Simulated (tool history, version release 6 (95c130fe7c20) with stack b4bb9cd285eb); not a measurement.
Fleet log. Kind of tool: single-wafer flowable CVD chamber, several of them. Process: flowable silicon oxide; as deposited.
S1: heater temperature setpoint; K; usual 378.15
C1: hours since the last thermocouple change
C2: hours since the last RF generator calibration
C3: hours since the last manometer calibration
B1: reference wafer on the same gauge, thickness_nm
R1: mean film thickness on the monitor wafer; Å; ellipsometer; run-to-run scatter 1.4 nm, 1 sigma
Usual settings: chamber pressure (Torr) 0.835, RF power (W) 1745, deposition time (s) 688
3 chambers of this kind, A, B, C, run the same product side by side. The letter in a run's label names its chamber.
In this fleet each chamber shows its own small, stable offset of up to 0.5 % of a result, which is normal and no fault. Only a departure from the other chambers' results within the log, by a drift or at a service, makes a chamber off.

run 1A hour=8.8 | S1=378.15 chamber_pressure_(Torr)=0.835 RF_power_(W)=1745 deposition_time_(s)=688 | C1=2650.9 C2=944.9 C3=1138.5 | B1=341.87 | R1=3594.8
run 2C hour=16.6 | S1=378.15 chamber_pressure_(Torr)=0.835 RF_power_(W)=1745 deposition_time_(s)=688 | C1=1415 C2=770.1 C3=335.4 | B1=342.08 | R1=3607.3
run 3B hour=22.2 | S1=378.15 chamber_pressure_(Torr)=0.835 RF_power_(W)=1745 deposition_time_(s)=688 | C1=649.9 C2=2018.6 C3=945.4 | B1=341.8 | R1=3603.5
run 4A hour=28 | S1=378.15 chamber_pressure_(Torr)=0.835 RF_power_(W)=1745 deposition_time_(s)=688 | C1=2670.1 C2=964.1 C3=1157.7 | B1=341.99 | R1=3628.9
run 5C hour=36.7 | S1=378.15 chamber_pressure_(Torr)=0.835 RF_power_(W)=1745 deposition_time_(s)=688 | C1=1435.1 C2=790.2 C3=355.5 | B1=342.29 | R1=3653.7
run 6B hour=45.6 | S1=378.15 chamber_pressure_(Torr)=0.835 RF_power_(W)=1745 deposition_time_(s)=688 | C1=673.3 C2=2042 C3=968.8 | B1=341.77 | R1=3617
run 7B hour=52.5 | S1=378.15 chamber_pressure_(Torr)=0.835 RF_power_(W)=1745 deposition_time_(s)=688 | C1=680.2 C2=2048.9 C3=975.7 | B1=341.74 | R1=3598.9
-- hour=61.5 chamber C: RF generator calibrated
run 8C hour=64.4 | S1=378.15 chamber_pressure_(Torr)=0.835 RF_power_(W)=1745 deposition_time_(s)=688 | C1=1462.8 C2=2.9 C3=383.2 | B1=341.81 | R1=3630.5
run 9A hour=72.5 | S1=378.15 chamber_pressure_(Torr)=0.835 RF_power_(W)=1745 deposition_time_(s)=688 | C1=2714.6 C2=1008.6 C3=1202.2 | B1=342 | R1=3614.5
run 10C hour=81.6 | S1=378.15 chamber_pressure_(Torr)=0.835 RF_power_(W)=1745 deposition_time_(s)=688 | C1=1480 C2=20.1 C3=400.4 | B1=341.98 | R1=3644.5
run 11A hour=89.5 | S1=378.15 chamber_pressure_(Torr)=0.835 RF_power_(W)=1745 deposition_time_(s)=688 | C1=2731.6 C2=1025.6 C3=1219.2 | B1=341.61 | R1=3602.7
run 12B hour=96.1 | S1=378.15 chamber_pressure_(Torr)=0.835 RF_power_(W)=1745 deposition_time_(s)=688 | C1=723.8 C2=2092.5 C3=1019.3 | B1=341.5 | R1=3617.8
-- hour=98 chamber A: RF generator calibrated
run 13B hour=102.8 | S1=378.15 chamber_pressure_(Torr)=0.835 RF_power_(W)=1745 deposition_time_(s)=631 | C1=730.5 C2=2099.2 C3=1026 | B1=342.02 | R1=3298.9
run 14C hour=114.5 | S1=378.15 chamber_pressure_(Torr)=0.835 RF_power_(W)=1745 deposition_time_(s)=631 | C1=1512.9 C2=53 C3=433.3 | B1=342.26 | R1=3338.1
run 15A hour=120 | S1=378.15 chamber_pressure_(Torr)=0.835 RF_power_(W)=1745 deposition_time_(s)=631 | C1=2762.1 C2=22.1 C3=1249.7 | B1=342.06 | R1=3302.8
run 16C hour=127.6 | S1=378.15 chamber_pressure_(Torr)=0.835 RF_power_(W)=1745 deposition_time_(s)=688 | C1=1526 C2=66.1 C3=446.4 | B1=341.93 | R1=3631.7
-- hour=136.5 chamber A: thermocouple changed; heater temperature recalibrated
run 17A hour=138.4 | S1=378.15 chamber_pressure_(Torr)=0.835 RF_power_(W)=1745 deposition_time_(s)=688 | C1=1.9 C2=40.5 C3=1268.1 | B1=342.14 | R1=3475.4
run 18B hour=148.3 | S1=378.15 chamber_pressure_(Torr)=0.835 RF_power_(W)=1745 deposition_time_(s)=688 | C1=776 C2=2144.7 C3=1071.5 | B1=341.59 | R1=3616
run 19A hour=158.8 | S1=378.15 chamber_pressure_(Torr)=0.835 RF_power_(W)=1745 deposition_time_(s)=688 | C1=22.3 C2=60.9 C3=1288.5 | B1=342.16 | R1=3491.8
run 20B hour=168.3 | S1=366.15 chamber_pressure_(Torr)=0.835 RF_power_(W)=1745 deposition_time_(s)=688 | C1=796 C2=2164.7 C3=1091.5 | B1=342 | R1=5418.1
run 21C hour=174.9 | S1=366.15 chamber_pressure_(Torr)=0.835 RF_power_(W)=1745 deposition_time_(s)=688 | C1=1573.3 C2=113.4 C3=493.7 | B1=342.11 | R1=5430.2
run 22C hour=185.1 | S1=366.15 chamber_pressure_(Torr)=0.835 RF_power_(W)=1745 deposition_time_(s)=688 | C1=1583.5 C2=123.6 C3=503.9 | B1=342.08 | R1=5424.9
run 23B hour=197.1 | S1=378.15 chamber_pressure_(Torr)=0.835 RF_power_(W)=1745 deposition_time_(s)=688 | C1=824.8 C2=2193.5 C3=1120.3 | B1=341.73 | R1=3597.9
run 24A hour=203.5 | S1=378.15 chamber_pressure_(Torr)=0.835 RF_power_(W)=1745 deposition_time_(s)=688 | C1=67 C2=105.6 C3=1333.2 | B1=341.94 | R1=3461.1
-- hour=207.6 chamber B: RF generator calibrated
run 25C hour=214.2 | S1=378.15 chamber_pressure_(Torr)=0.835 RF_power_(W)=1745 deposition_time_(s)=688 | C1=1612.6 C2=152.7 C3=533 | B1=341.96 | R1=3619.2
run 26A hour=220.9 | S1=378.15 chamber_pressure_(Torr)=0.835 RF_power_(W)=1745 deposition_time_(s)=688 | C1=84.4 C2=123 C3=1350.6 | B1=342.19 | R1=3467.1
run 27B hour=228.6 | S1=378.15 chamber_pressure_(Torr)=0.835 RF_power_(W)=1745 deposition_time_(s)=688 | C1=856.3 C2=21 C3=1151.8 | B1=342 | R1=3597.4
run 28B hour=238.9 | S1=378.15 chamber_pressure_(Torr)=0.835 RF_power_(W)=1745 deposition_time_(s)=688 | C1=866.6 C2=31.3 C3=1162.1 | B1=341.84 | R1=3642.6
run 29C hour=247.9 | S1=378.15 chamber_pressure_(Torr)=0.977 RF_power_(W)=1595 deposition_time_(s)=688 | C1=1646.3 C2=186.4 C3=566.7 | B1=341.95 | R1=4305.1
run 30A hour=254.8 | S1=378.15 chamber_pressure_(Torr)=0.977 RF_power_(W)=1595 deposition_time_(s)=688 | C1=118.3 C2=156.9 C3=1384.5 | B1=342.03 | R1=4150.1
run 31A hour=263.6 | S1=378.15 chamber_pressure_(Torr)=0.977 RF_power_(W)=1595 deposition_time_(s)=688 | C1=127.1 C2=165.7 C3=1393.3 | B1=342 | R1=4152.6
run 32C hour=275.2 | S1=378.15 chamber_pressure_(Torr)=0.835 RF_power_(W)=1855 deposition_time_(s)=790 | C1=1673.6 C2=213.7 C3=594 | B1=341.9 | R1=4232.4
run 33B hour=281.7 | S1=378.15 chamber_pressure_(Torr)=0.835 RF_power_(W)=1855 deposition_time_(s)=790 | C1=909.4 C2=74.1 C3=1204.9 | B1=342.3 | R1=4234.6

All chambers now run identical settings, listed one chamber a line with results as question marks. What results will each chamber show?
run 34A hour=290.3 | S1=378.15 chamber_pressure_(Torr)=0.835 RF_power_(W)=1745 deposition_time_(s)=688 | R1=?
run 34B hour=290.3 | S1=378.15 chamber_pressure_(Torr)=0.835 RF_power_(W)=1745 deposition_time_(s)=688 | R1=?
run 34C hour=290.3 | S1=378.15 chamber_pressure_(Torr)=0.835 RF_power_(W)=1745 deposition_time_(s)=688 | R1=?

run=34A R1=3469.7
run=34B R1=3603
run=34C R1=3631

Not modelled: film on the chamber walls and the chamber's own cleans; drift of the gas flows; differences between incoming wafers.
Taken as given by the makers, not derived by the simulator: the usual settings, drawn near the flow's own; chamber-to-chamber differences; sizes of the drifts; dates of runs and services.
